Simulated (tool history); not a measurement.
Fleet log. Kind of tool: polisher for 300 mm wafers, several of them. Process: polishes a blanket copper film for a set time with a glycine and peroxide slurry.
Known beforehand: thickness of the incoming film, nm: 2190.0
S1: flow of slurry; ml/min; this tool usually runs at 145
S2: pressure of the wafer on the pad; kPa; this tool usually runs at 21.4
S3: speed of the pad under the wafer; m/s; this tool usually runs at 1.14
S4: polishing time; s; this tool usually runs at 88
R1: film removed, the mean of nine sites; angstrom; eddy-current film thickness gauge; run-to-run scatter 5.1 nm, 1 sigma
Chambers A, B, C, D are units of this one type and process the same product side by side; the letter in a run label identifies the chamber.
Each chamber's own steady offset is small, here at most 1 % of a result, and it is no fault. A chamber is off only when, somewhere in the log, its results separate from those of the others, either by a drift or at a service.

Run 1A, hour 2.9: usual settings. Result: R1 6198.0 angstrom.
Run 2C, hour 8.6: usual settings. Result: R1 6222.1 angstrom.
Run 3D, hour 14.1: usual settings. Result: R1 6177.2 angstrom.
Run 4B, hour 18.3: usual settings. Result: R1 6086.0 angstrom.
At hour 22.5: chamber C: worn pad replaced by a new one.
Run 5D, hour 23.3: usual settings. Result: R1 6120.4 angstrom.
Run 6C, hour 28.3: usual settings but S1 110 ml/min. Result: R1 5786.6 angstrom.
Run 7B, hour 33.8: usual settings but S1 110 ml/min. Result: R1 5888.8 angstrom.
Run 8A, hour 37.7: usual settings but S1 110 ml/min. Result: R1 5945.4 angstrom.
At hour 38.6: chamber B: worn pad replaced by a new one.
Run 9D, hour 41.3: usual settings but S1 110 ml/min. Result: R1 5886.9 angstrom.
Run 10B, hour 46.7: usual settings. Result: R1 6175.5 angstrom.
Run 11C, hour 52.4: usual settings. Result: R1 6183.4 angstrom.
Run 12A, hour 56.8: usual settings. Result: R1 6183.6 angstrom.
Run 13D, hour 60.9: usual settings. Result: R1 6175.4 angstrom.
Run 14B, hour 64.7: usual settings. Result: R1 6015.1 angstrom.
Run 15C, hour 69.8: usual settings. Result: R1 6148.0 angstrom.
Run 16A, hour 72.9: usual settings. Result: R1 6282.2 angstrom.
Run 17B, hour 78.1: usual settings. Result: R1 5972.6 angstrom.
Run 18D, hour 82.4: usual settings. Result: R1 6285.6 angstrom.
Run 19A, hour 85.3: usual settings. Result: R1 6222.3 angstrom.
At hour 86.4: chamber A: worn pad replaced by a new one.
Run 20C, hour 89.4: usual settings. Result: R1 6186.8 angstrom.
Run 21D, hour 92.5: usual settings. Result: R1 6114.9 angstrom.
Run 22C, hour 97.1: usual settings but S4 71 s. Result: R1 4955.2 angstrom.
Run 23B, hour 101.0: usual settings but S4 71 s. Result: R1 4568.1 angstrom.
Run 24A, hour 104.1: usual settings but S4 71 s. Result: R1 5080.8 angstrom.
Run 25A, hour 106.6: usual settings but S4 71 s. Result: R1 4947.7 angstrom.
At hour 107.9: chamber D: worn pad replaced by a new one.
Run 26D, hour 109.9: usual settings. Result: R1 6096.1 angstrom.
Run 27C, hour 113.9: usual settings. Result: R1 6129.9 angstrom.
Run 28B, hour 119.1: usual settings. Result: R1 5502.1 angstrom.

All 4 chambers run these settings next. Forecast each chamber's results:
Run 29A, hour 123.2: usual settings but S4 116 s. Result: R1 ?.
Run 29B, hour 123.2: usual settings but S4 116 s. Result: R1 ?.
Run 29C, hour 123.2: usual settings but S4 116 s. Result: R1 ?.
Run 29D, hour 123.2: usual settings but S4 116 s. Result: R1 ?.

run      R1
29A  8190.8
29B  7116.3
29C  8175.7
29D  8070.7
